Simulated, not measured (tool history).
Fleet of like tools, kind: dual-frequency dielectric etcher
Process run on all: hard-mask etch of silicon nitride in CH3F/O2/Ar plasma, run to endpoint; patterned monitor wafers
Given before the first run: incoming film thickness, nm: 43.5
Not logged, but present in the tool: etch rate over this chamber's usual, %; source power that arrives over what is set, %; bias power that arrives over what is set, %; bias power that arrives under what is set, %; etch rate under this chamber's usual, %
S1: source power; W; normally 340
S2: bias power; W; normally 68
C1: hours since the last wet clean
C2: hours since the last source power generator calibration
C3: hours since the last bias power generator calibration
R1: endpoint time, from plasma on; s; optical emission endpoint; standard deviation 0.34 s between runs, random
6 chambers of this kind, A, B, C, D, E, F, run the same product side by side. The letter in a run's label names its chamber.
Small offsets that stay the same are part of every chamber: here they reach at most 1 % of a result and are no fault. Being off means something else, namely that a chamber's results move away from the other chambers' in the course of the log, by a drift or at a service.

run    day   S1  S2     C1      C2      C3      R1
 1B  0.217  340  68  108.1  3381.9  1472.8  69.095
 2A  0.321  340  68  311.8  2298.9   773.3  67.473
 3C  0.467  340  68  225.6  4124.6   749.2  68.775
     0.567  -- chamber E: source power generator calibrated
 4D  0.646  340  68   43.8  1283.3   715.9  68.864
 5F  0.779  340  68  358.1  1434.3  3034.5  68.395
 6E  0.958  340  68  369.9     9.5  1237.8  68.530
 7A  1.104  340  68  330.6  2317.7   792.1  67.265
 8F  1.204  340  68  368.3  1444.5  3044.7  69.107
 9B  1.404  290  74  136.6  3410.4  1501.3  71.451
10C  1.575  290  74  252.2  4151.2   775.8  70.259
11D  1.729  290  74   69.8  1309.3   741.9  70.761
12E  1.867  290  74  391.7    31.3  1259.6  70.597
13C  2.075  290  74  264.2  4163.2   787.8  70.203
14A  2.246  290  74  358.0  2345.1   819.5  70.210
15F  2.442  340  57  398.0  1474.2  3074.4  72.900
16D  2.583  340  57   90.3  1329.8   762.4  73.032
17B  2.775  340  57  169.5  3443.3  1534.2  73.499
18E  2.933  340  57  417.3    56.9  1285.2  71.868
19F  3.050  340  57  412.6  1488.8  3089.0  73.193
20D  3.258  340  57  106.5  1346.0   778.6  73.157
21C  3.438  340  68  296.9  4195.9   820.5  68.667
     3.567  -- chamber E: wet clean of the chamber
22B  3.646  410  68  190.4  3464.2  1555.1  64.511
23A  3.825  410  68  395.9  2383.0   857.4  63.067
24E  4.025  410  68   11.1    83.1  1311.4  63.306
25A  4.254  410  68  406.2  2393.3   867.7  63.173
26B  4.488  410  68  210.6  3484.4  1575.3  64.259
27D  4.608  410  68  138.9  1378.4   811.0  64.163
28F  4.783  340  68  454.2  1530.4  3130.6  69.078
29E  5.008  340  55   34.7   106.7  1335.0  72.547
30C  5.146  340  55  337.9  4236.9   861.5  75.764
31B  5.308  340  55  230.3  3504.1  1595.0  74.015
32D  5.446  340  55  159.0  1398.5   831.1  73.800
     5.542  -- chamber F: wet clean of the chamber
33E  5.658  340  55   50.3   122.3  1350.6  73.979
34C  5.775  340  55  353.0  4252.0   876.6  76.057
35A  5.900  340  68  445.7  2432.8   907.2  68.046
36F  6.029  340  68   11.8  1560.3  3160.5  69.171
37E  6.225  340  68   63.9   135.9  1364.2  68.090
38A  6.383  340  68  457.3  2444.4   918.8  67.836

All chambers now run identical settings, listed one chamber a line with results as question marks. What results will each chamber show?
39A  6.550  340  68               ?
39B  6.550  340  68               ?
39C  6.550  340  68               ?
39D  6.550  340  68               ?
39E  6.550  340  68               ?
39F  6.550  340  68               ?

run      R1
39A  67.818
39B  69.248
39C  71.504
39D  68.914
39E  68.061
39F  69.125
